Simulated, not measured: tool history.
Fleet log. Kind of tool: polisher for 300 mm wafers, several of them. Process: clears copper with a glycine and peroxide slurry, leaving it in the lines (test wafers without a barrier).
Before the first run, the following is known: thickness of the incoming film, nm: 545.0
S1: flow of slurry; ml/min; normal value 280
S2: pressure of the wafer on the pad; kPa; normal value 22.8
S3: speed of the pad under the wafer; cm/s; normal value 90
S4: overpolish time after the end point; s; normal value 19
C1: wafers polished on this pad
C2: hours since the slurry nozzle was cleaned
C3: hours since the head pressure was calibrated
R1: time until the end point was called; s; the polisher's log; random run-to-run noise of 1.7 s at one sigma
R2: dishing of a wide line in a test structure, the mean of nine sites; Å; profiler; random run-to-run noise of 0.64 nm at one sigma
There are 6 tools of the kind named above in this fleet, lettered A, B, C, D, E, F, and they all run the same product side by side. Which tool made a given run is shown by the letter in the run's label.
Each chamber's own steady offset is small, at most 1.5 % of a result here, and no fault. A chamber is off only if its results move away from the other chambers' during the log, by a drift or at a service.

| run | day | S1 | S2 | S3 | S4 | C1 | C2 | C3 | R1 | R2 |
|---|---|---|---|---|---|---|---|---|---|---|
|  | 0.079 | chamber D: worn pad replaced by a new one |
| 1E | 0.6 | 280 | 22.8 | 90 | 19 | 125 | 243.5 | 289.2 | 103.57 | 363.66 |
|  | 0.742 | chamber B: worn pad replaced by a new one |
| 2C | 1.196 | 280 | 22.8 | 90 | 19 | 734 | 29.9 | 362.5 | 102.28 | 356.61 |
|  | 1.479 | chamber D: slurry nozzle cleaned |
|  | 1.696 | chamber F: worn pad replaced by a new one |
| 3D | 1.792 | 280 | 22.8 | 90 | 19 | 325 | 7.5 | 992.1 | 106.67 | 372.4 |
|  | 2.296 | chamber A: worn pad replaced by a new one |
|  | 2.325 | chamber E: slurry nozzle cleaned |
| 4B | 2.404 | 280 | 22.8 | 90 | 19 | 315 | 84.5 | 776.2 | 104.55 | 358.03 |
|  | 2.504 | chamber C: worn pad replaced by a new one |
| 5F | 2.992 | 280 | 22.8 | 90 | 19 | 246 | 193.2 | 609.2 | 105.8 | 346.64 |
| 6A | 3.317 | 280 | 22.8 | 90 | 19 | 194 | 383.2 | 327.5 | 103.74 | 366.34 |
| 7E | 3.758 | 280 | 22.8 | 90 | 19 | 725 | 34.5 | 365 | 104.79 | 354.68 |
| 8F | 4.179 | 280 | 22.8 | 90 | 19 | 472 | 221.7 | 637.7 | 105.19 | 356.81 |
|  | 4.388 | chamber F: slurry nozzle cleaned |
|  | 4.442 | chamber B: worn pad replaced by a new one |
| 9C | 4.45 | 280 | 22.8 | 90 | 19 | 369 | 108 | 440.6 | 104.85 | 368.94 |
|  | 4.825 | chamber D: worn pad replaced by a new one |
| 10A | 4.833 | 280 | 22.8 | 90 | 19 | 482 | 419.6 | 363.9 | 104.73 | 368.43 |
|  | 5.075 | chamber C: head pressure recalibrated |
| 11B | 5.333 | 250 | 22.8 | 90 | 19 | 169 | 154.8 | 846.5 | 103.25 | 353.33 |
|  | 5.583 | chamber F: worn pad replaced by a new one |
|  | 5.796 | chamber A: worn pad replaced by a new one |
| 12D | 5.921 | 250 | 22.8 | 90 | 19 | 208 | 106.6 | 1091.2 | 105.19 | 372.5 |
| 13B | 6.221 | 250 | 22.8 | 90 | 19 | 338 | 176.1 | 867.8 | 106.02 | 366.25 |
| 14E | 6.762 | 250 | 22.8 | 90 | 19 | 1296 | 106.6 | 437.1 | 107.1 | 370.14 |
|  | 7.042 | chamber F: head pressure recalibrated |
|  | 7.079 | chamber E: worn pad replaced by a new one |
| 15C | 7.296 | 250 | 22.8 | 90 | 19 | 910 | 176.3 | 53.3 | 108.84 | 364.66 |
| 16F | 7.808 | 250 | 22.8 | 90 | 19 | 422 | 82.1 | 18.5 | 108.05 | 366.09 |
|  | 7.975 | chamber B: worn pad replaced by a new one |
|  | 8.308 | chamber C: worn pad replaced by a new one |
| 17A | 8.421 | 280 | 22.8 | 90 | 19 | 499 | 505.7 | 450 | 105.17 | 367.63 |
|  | 8.562 | chamber D: worn pad replaced by a new one |
| 18D | 8.775 | 315 | 15.9 | 90 | 19 | 40 | 175.1 | 1159.7 | 135.06 | 337.28 |
| 19D | 9.121 | 315 | 15.9 | 90 | 19 | 106 | 183.4 | 1168 | 137.34 | 342.11 |
|  | 9.125 | chamber A: worn pad replaced by a new one |
| 20B | 9.692 | 315 | 15.9 | 90 | 19 | 326 | 259.4 | 951.1 | 139.77 | 336.1 |
|  | 9.729 | chamber F: worn pad replaced by a new one |
| 21F | 10.258 | 315 | 15.9 | 90 | 19 | 101 | 140.9 | 77.3 | 139.19 | 325.25 |
| 22C | 10.683 | 315 | 15.9 | 90 | 19 | 451 | 257.6 | 134.6 | 136.74 | 331.7 |
|  | 10.933 | chamber A: head pressure recalibrated |
|  | 11.246 | chamber B: worn pad replaced by a new one |
| 23E | 11.279 | 315 | 15.9 | 90 | 19 | 797 | 215 | 545.5 | 137.2 | 340.47 |
| 24A | 11.658 | 280 | 22.8 | 90 | 19 | 481 | 583.4 | 17.5 | 103.84 | 369.14 |
|  | 11.812 | chamber F: slurry nozzle cleaned |
|  | 12.079 | chamber D: worn pad replaced by a new one |
| 25A | 12.233 | 280 | 22.8 | 90 | 19 | 590 | 597.2 | 31.3 | 102.8 | 363.29 |
|  | 12.583 | chamber E: worn pad replaced by a new one |
| 26C | 12.654 | 280 | 22.8 | 90 | 19 | 826 | 304.9 | 181.9 | 103.26 | 352.68 |
|  | 12.767 | chamber A: worn pad replaced by a new one |
| 27B | 12.967 | 280 | 22.8 | 90 | 19 | 326 | 338 | 1029.7 | 106.92 | 364.04 |
|  | 13.033 | chamber F: worn pad replaced by a new one |
| 28F | 13.288 | 280 | 22.8 | 90 | 19 | 48 | 35.5 | 150 | 106.03 | 364.23 |
|  | 13.512 | chamber E: head pressure recalibrated |
| 29D | 13.808 | 280 | 22.8 | 90 | 19 | 328 | 295.9 | 1280.5 | 104.63 | 358.96 |
| 30E | 14.296 | 280 | 22.8 | 90 | 19 | 325 | 287.4 | 18.9 | 103.12 | 356.75 |
|  | 14.438 | chamber B: worn pad replaced by a new one |
|  | 14.542 | chamber C: worn pad replaced by a new one |
| 31C | 14.675 | 280 | 22.8 | 90 | 19 | 25 | 353.4 | 230.4 | 103.72 | 375.14 |
| 32B | 14.958 | 280 | 22.8 | 90 | 19 | 99 | 385.8 | 1077.5 | 104.41 | 358.61 |
| 33F | 15.446 | 280 | 22.8 | 90 | 19 | 458 | 87.3 | 201.8 | 105.58 | 361.11 |
| 34E | 16.012 | 280 | 22.8 | 90 | 19 | 651 | 328.6 | 60.1 | 106.38 | 364.74 |
|  | 16.212 | chamber B: head pressure recalibrated |
|  | 16.283 | chamber F: worn pad replaced by a new one |
| 35D | 16.358 | 280 | 22.8 | 90 | 19 | 813 | 357.1 | 1341.7 | 106.41 | 360.72 |
|  | 16.825 | chamber D: worn pad replaced by a new one |
| 36A | 16.904 | 280 | 22.8 | 90 | 19 | 786 | 709.3 | 143.4 | 108.2 | 369.39 |
| 37D | 17.496 | 280 | 22.8 | 90 | 19 | 128 | 384.4 | 1369 | 104.43 | 374.21 |
| 38C | 17.904 | 280 | 22.8 | 90 | 19 | 638 | 430.9 | 307.9 | 102.89 | 366.07 |
| 39B | 18.333 | 280 | 22.8 | 90 | 19 | 740 | 466.8 | 50.9 | 104.88 | 362.71 |
| 40F | 18.7 | 280 | 22.8 | 90 | 19 | 459 | 165.4 | 279.9 | 103.68 | 356.46 |

Predict what each chamber gives when all 6 of them run the settings below next.
| 41A | 19.142 | 280 | 22.8 | 90 | 19 |  |  |  | ? | ? |
| 41B | 19.142 | 280 | 22.8 | 90 | 19 |  |  |  | ? | ? |
| 41C | 19.142 | 280 | 22.8 | 90 | 19 |  |  |  | ? | ? |
| 41D | 19.142 | 280 | 22.8 | 90 | 19 |  |  |  | ? | ? |
| 41E | 19.142 | 280 | 22.8 | 90 | 19 |  |  |  | ? | ? |
| 41F | 19.142 | 280 | 22.8 | 90 | 19 |  |  |  | ? | ? |

| run | R1 | R2 |
|---|---|---|
| 41A | 102.38 | 359.3 |
| 41B | 105.23 | 367.87 |
| 41C | 106.85 | 376.59 |
| 41D | 103.05 | 372.21 |
| 41E | 105.78 | 370.13 |
| 41F | 104.6 | 366.5 |
